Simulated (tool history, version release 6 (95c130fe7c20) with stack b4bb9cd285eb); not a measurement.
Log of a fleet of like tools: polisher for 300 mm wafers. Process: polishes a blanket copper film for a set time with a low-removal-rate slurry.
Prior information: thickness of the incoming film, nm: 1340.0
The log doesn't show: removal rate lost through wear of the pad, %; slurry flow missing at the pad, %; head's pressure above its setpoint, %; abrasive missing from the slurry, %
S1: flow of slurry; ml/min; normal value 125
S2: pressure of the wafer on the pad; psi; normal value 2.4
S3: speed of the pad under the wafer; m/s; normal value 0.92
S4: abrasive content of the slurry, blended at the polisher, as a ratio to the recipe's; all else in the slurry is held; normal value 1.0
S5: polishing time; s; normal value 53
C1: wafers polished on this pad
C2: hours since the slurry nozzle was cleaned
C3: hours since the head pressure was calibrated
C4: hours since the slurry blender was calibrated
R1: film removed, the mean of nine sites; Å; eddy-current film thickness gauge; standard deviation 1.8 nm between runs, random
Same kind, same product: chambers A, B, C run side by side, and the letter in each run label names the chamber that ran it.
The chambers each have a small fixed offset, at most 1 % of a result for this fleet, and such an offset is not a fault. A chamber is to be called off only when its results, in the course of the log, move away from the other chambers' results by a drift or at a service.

run	hour	S1	S2	S3	S4	S5	C1	C2	C3	C4	R1
1A	8.1	125	2.4	0.92	1.0	53	731	233.4	720.7	174.7	1291.60
# hour 14.8: chamber A: worn pad replaced by a new one
2C	15.6	125	2.4	0.92	1.0	53	532	245.4	37.9	304.1	1309.60
3B	21.0	125	2.4	0.92	1.0	53	495	162.3	540.2	44.7	1330.10
# hour 23.6: chamber C: worn pad replaced by a new one
4A	28.3	125	2.4	0.92	1.0	53	113	253.6	740.9	194.9	1304.70
5B	32.8	125	2.4	0.92	1.0	53	593	174.1	552.0	56.5	1308.80
# hour 37.7: chamber A: slurry nozzle cleaned
6C	39.9	125	2.4	0.92	1.0	53	137	269.7	62.2	328.4	1285.20
7C	46.3	125	2.4	0.92	1.0	53	190	276.1	68.6	334.8	1292.10
8B	50.3	125	2.4	0.92	1.0	53	740	191.6	569.5	74.0	1327.40
9A	56.4	125	2.4	0.92	1.0	71	347	18.7	769.0	223.0	1758.10
10B	61.3	125	2.4	0.92	1.0	71	831	202.6	580.5	85.0	1773.60
11A	67.9	125	2.4	0.92	1.0	71	444	30.2	780.5	234.5	1768.30
12C	72.1	125	2.4	0.92	1.0	53	406	301.9	94.4	360.6	1279.80
# hour 77.1: chamber C: worn pad replaced by a new one
13C	78.9	125	2.4	0.92	1.0	53	15	308.7	101.2	367.4	1269.60
# hour 84.7: chamber B: worn pad replaced by a new one
14B	87.2	125	2.4	0.92	1.0	53	21	228.5	606.4	110.9	1333.70
# hour 90.6: chamber C: slurry nozzle cleaned
15A	92.8	125	2.2	1.10	1.0	53	652	55.1	805.4	259.4	1461.90
16A	98.5	125	2.2	1.10	1.0	53	699	60.8	811.1	265.1	1438.70
17C	103.3	125	2.2	1.10	1.0	53	219	12.7	125.6	391.8	1426.80
18B	107.3	125	2.4	0.92	1.0	53	189	248.6	626.5	131.0	1298.00
# hour 111.7: chamber A: worn pad replaced by a new one
19A	112.0	125	2.4	0.92	1.0	53	2	74.3	824.6	278.6	1302.00
20C	116.5	125	1.7	0.92	0.7	53	329	25.9	138.8	405.0	857.84
21B	120.4	125	1.7	0.92	0.7	53	298	261.7	639.6	144.1	858.11
22A	128.4	125	1.7	0.92	0.7	53	139	90.7	841.0	295.0	863.41
# hour 132.4: chamber B: slurry blender recalibrated
# hour 134.4: chamber C: worn pad replaced by a new one
23C	135.7	125	2.4	0.92	1.0	53	11	45.1	158.0	424.2	1317.10
# hour 138.8: chamber C: slurry blender recalibrated
# hour 140.8: chamber A: slurry blender recalibrated
24B	141.6	125	2.4	0.92	1.0	53	475	282.9	660.8	9.3	1316.60
# hour 146.0: chamber A: head pressure recalibrated
25A	149.5	125	2.4	0.92	1.0	53	316	111.8	3.6	8.7	1281.50
26B	154.5	125	2.4	0.92	1.0	53	583	295.8	673.7	22.2	1278.20
27C	158.7	125	2.4	0.92	1.0	53	203	68.1	181.0	20.0	1329.50
28C	166.4	125	2.4	0.92	1.0	53	267	75.8	188.7	27.7	1305.70
29A	171.5	125	2.4	0.92	1.0	53	500	133.8	25.6	30.7	1318.80
30B	178.5	125	2.4	0.92	1.0	53	784	319.8	697.7	46.2	1300.40
# hour 179.2: chamber B: worn pad replaced by a new one
31B	186.5	125	2.4	0.92	1.0	53	61	327.8	705.7	54.2	1302.40
32C	192.1	125	1.8	0.92	1.0	53	482	101.5	214.4	53.4	979.63
# hour 195.2: chamber C: worn pad replaced by a new one
33A	199.9	125	1.8	0.92	1.0	53	737	162.2	54.0	59.1	988.77
# hour 203.2: chamber A: worn pad replaced by a new one
34B	208.0	125	1.8	0.92	1.0	53	241	349.3	727.2	75.7	992.18
35C	216.0	125	2.4	0.92	1.0	53	174	125.4	238.3	77.3	1310.80
36A	219.6	125	2.4	0.92	1.0	53	137	181.9	73.7	78.8	1314.50
37A	225.7	125	2.4	0.92	1.0	53	188	188.0	79.8	84.9	1300.80
38B	230.0	125	2.4	0.92	1.0	53	425	371.3	749.2	97.7	1339.50
39C	236.6	125	2.4	0.92	1.0	53	346	146.0	258.9	97.9	1327.10
40B	242.8	125	2.4	0.92	1.0	53	532	384.1	762.0	110.5	1289.20
41A	246.7	125	2.4	0.92	1.0	53	364	209.0	100.8	105.9	1325.10

Is one chamber off against the others, does the gauge drift, or is nothing wrong? If a chamber is off, say which, and what the likeliest cause is.

The fleet is healthy, with each chamber sitting at its usual small offset and no drift in the gauge.
